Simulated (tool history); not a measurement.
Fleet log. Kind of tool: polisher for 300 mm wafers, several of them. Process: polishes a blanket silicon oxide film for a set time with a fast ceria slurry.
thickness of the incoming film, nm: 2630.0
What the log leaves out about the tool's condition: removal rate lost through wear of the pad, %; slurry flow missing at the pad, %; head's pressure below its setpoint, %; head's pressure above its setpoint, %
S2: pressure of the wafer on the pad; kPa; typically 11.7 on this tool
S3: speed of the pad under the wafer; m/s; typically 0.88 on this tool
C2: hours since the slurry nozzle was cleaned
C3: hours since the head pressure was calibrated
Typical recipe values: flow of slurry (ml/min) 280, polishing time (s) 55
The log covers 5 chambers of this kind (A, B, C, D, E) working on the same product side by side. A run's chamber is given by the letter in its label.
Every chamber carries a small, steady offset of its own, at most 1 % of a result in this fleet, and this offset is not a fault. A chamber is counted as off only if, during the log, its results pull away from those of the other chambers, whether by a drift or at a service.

Run 1B, hour 3: usual settings; wafers polished on this pad 538; C2 62; C3 330.7. Result: film removed (nm) 407.24.
At hour 3.3: chamber E: worn pad replaced by a new one.
Run 2A, hour 5.1: usual settings; wafers polished on this pad 213; C2 85.9; C3 374.6. Result: film removed (nm) 415.73.
Run 3D, hour 8.6: usual settings; wafers polished on this pad 1295; C2 126.9; C3 645.5. Result: film removed (nm) 415.99.
Run 4C, hour 11.4: usual settings; wafers polished on this pad 515; C2 218.6; C3 177.2. Result: film removed (nm) 419.69.
At hour 13.4: chamber D: worn pad replaced by a new one.
Run 5E, hour 15: usual settings; wafers polished on this pad 181; C2 265; C3 780.7. Result: film removed (nm) 406.06.
Run 6D, hour 19.6: usual settings; wafers polished on this pad 96; C2 137.9; C3 656.5. Result: film removed (nm) 408.54.
Run 7C, hour 22: usual settings; wafers polished on this pad 679; C2 229.2; C3 187.8. Result: film removed (nm) 420.72.
At hour 22.5: chamber B: worn pad replaced by a new one.
Run 8A, hour 24.3: usual settings; wafers polished on this pad 510; C2 105.1; C3 393.8. Result: film removed (nm) 406.6.
At hour 26.5: chamber C: worn pad replaced by a new one.
Run 9B, hour 28: usual settings; wafers polished on this pad 85; C2 87; C3 355.7. Result: film removed (nm) 401.93.
Run 10E, hour 31.8: usual settings; wafers polished on this pad 441; C2 281.8; C3 797.5. Result: film removed (nm) 405.99.
Run 11A, hour 34.2: usual settings; wafers polished on this pad 664; C2 115; C3 403.7. Result: film removed (nm) 412.27.
Run 12C, hour 37.7: usual settings; wafers polished on this pad 174; C2 244.9; C3 203.5. Result: film removed (nm) 410.6.
Run 13B, hour 40: usual settings but flow of slurry (ml/min) 230, S3 0.74 m/s; wafers polished on this pad 271; C2 99; C3 367.7. Result: film removed (nm) 330.99.
At hour 43.3: chamber B: head pressure recalibrated.
Run 14E, hour 44.1: usual settings but flow of slurry (ml/min) 230, S3 0.74 m/s; wafers polished on this pad 632; C2 294.1; C3 809.8. Result: film removed (nm) 334.37.
Run 15D, hour 46.1: usual settings but flow of slurry (ml/min) 230, S3 0.74 m/s; wafers polished on this pad 506; C2 164.4; C3 683. Result: film removed (nm) 344.37.
Run 16A, hour 50.4: usual settings but flow of slurry (ml/min) 230, S3 0.74 m/s; wafers polished on this pad 914; C2 131.2; C3 419.9. Result: film removed (nm) 350.28.
Run 17E, hour 54: usual settings but flow of slurry (ml/min) 230, S3 0.74 m/s; wafers polished on this pad 785; C2 304; C3 819.7. Result: film removed (nm) 329.71.
At hour 55.8: chamber E: slurry nozzle cleaned.
Run 18D, hour 57.5: usual settings; wafers polished on this pad 683; C2 175.8; C3 694.4. Result: film removed (nm) 397.79.
At hour 59.1: chamber E: worn pad replaced by a new one.
Run 19B, hour 60.7: usual settings; wafers polished on this pad 591; C2 119.7; C3 17.5. Result: film removed (nm) 396.75.
Run 20C, hour 64.1: usual settings; wafers polished on this pad 582; C2 271.3; C3 229.9. Result: film removed (nm) 423.38.
Run 21C, hour 66.8: usual settings; wafers polished on this pad 624; C2 274; C3 232.6. Result: film removed (nm) 415.62.
Run 22D, hour 69.8: usual settings; wafers polished on this pad 873; C2 188.1; C3 706.7. Result: film removed (nm) 413.17.
Run 23B, hour 74: usual settings; wafers polished on this pad 797; C2 133; C3 30.8. Result: film removed (nm) 405.
At hour 77.5: chamber C: worn pad replaced by a new one.
Run 24A, hour 77.5: usual settings but flow of slurry (ml/min) 375; wafers polished on this pad 1334; C2 158.3; C3 447. Result: film removed (nm) 412.98.
At hour 77.8: chamber B: worn pad replaced by a new one.
At hour 78.7: chamber A: worn pad replaced by a new one.
Run 25E, hour 81.3: usual settings but flow of slurry (ml/min) 375; wafers polished on this pad 343; C2 25.6; C3 847. Result: film removed (nm) 422.42.
At hour 82.3: chamber D: worn pad replaced by a new one.
Run 26D, hour 85.1: usual settings but flow of slurry (ml/min) 375; wafers polished on this pad 43; C2 203.4; C3 722. Result: film removed (nm) 434.05.
Run 27A, hour 88.8: usual settings but flow of slurry (ml/min) 375; wafers polished on this pad 157; C2 169.6; C3 458.3. Result: film removed (nm) 407.2.
Run 28C, hour 91.7: usual settings but flow of slurry (ml/min) 375; wafers polished on this pad 220; C2 298.9; C3 257.5. Result: film removed (nm) 431.08.
Run 29E, hour 93.7: usual settings; wafers polished on this pad 535; C2 38; C3 859.4. Result: film removed (nm) 398.43.
Run 30B, hour 97.2: usual settings; wafers polished on this pad 301; C2 156.2; C3 54. Result: film removed (nm) 403.37.
Run 31A, hour 101.7: usual settings; wafers polished on this pad 356; C2 182.5; C3 471.2. Result: film removed (nm) 385.51.
Run 32D, hour 106: usual settings; wafers polished on this pad 366; C2 224.3; C3 742.9. Result: film removed (nm) 410.9.
At hour 109: chamber E: worn pad replaced by a new one.
Run 33C, hour 109.8: usual settings; wafers polished on this pad 500; C2 317; C3 275.6. Result: film removed (nm) 413.97.
Run 34B, hour 113.5: usual settings; wafers polished on this pad 553; C2 172.5; C3 70.3. Result: film removed (nm) 407.24.
Run 35E, hour 116.6: usual settings; wafers polished on this pad 118; C2 60.9; C3 882.3. Result: film removed (nm) 401.49.
Run 36C, hour 118.9: usual settings; wafers polished on this pad 641; C2 326.1; C3 284.7. Result: film removed (nm) 421.88.
Run 37D, hour 123: usual settings; wafers polished on this pad 630; C2 241.3; C3 759.9. Result: film removed (nm) 414.83.
Run 38A, hour 125.3: usual settings but S3 0.68 m/s, polishing time (s) 44; wafers polished on this pad 722; C2 206.1; C3 494.8. Result: film removed (nm) 233.23.
Run 39B, hour 128.1: usual settings but S3 0.68 m/s, polishing time (s) 44; wafers polished on this pad 779; C2 187.1; C3 84.9. Result: film removed (nm) 249.17.
Run 40E, hour 131.3: usual settings but S3 0.68 m/s, polishing time (s) 44; wafers polished on this pad 345; C2 75.6; C3 897. Result: film removed (nm) 252.03.

Does one chamber stand apart from the rest, does the shared gauge drift, or is all well apart from small per-chamber offsets? Give the chamber and the most likely cause, where there is one.

Chamber A drifts away from the others.
Most likely cause: head's pressure below its setpoint, % = 9.87.

Which of the 4 candidates below, each the usual settings with something changed and its results left as question marks, puts chamber A back in line with what the other chambers give on the usual settings?
To be in line, a result may differ from the other chambers' mean on the usual settings by at most: film removed (nm) 21
Run 41A-1, hour 134.6: usual settings but S3 0.84 m/s, polishing time (s) 52. Result: film removed (nm) ?.
Run 41A-2, hour 134.6: usual settings but S2 12.4 kPa, polishing time (s) 58. Result: film removed (nm) ?.
Run 41A-3, hour 134.6: usual settings but flow of slurry (ml/min) 285, S2 13.1 kPa, polishing time (s) 60. Result: film removed (nm) ?.
Run 41A-4, hour 134.6: usual settings but S2 9.7 kPa. Result: film removed (nm) ?.

Average result of the remaining chambers running the usual settings: film removed (nm) 409.61
  run  film removed (nm)
41A-1             334.34
41A-2             413.41
41A-3             452.08
41A-4             305.33
The answer is 41A-2, which returns the chamber to within the allowed miss of the others.
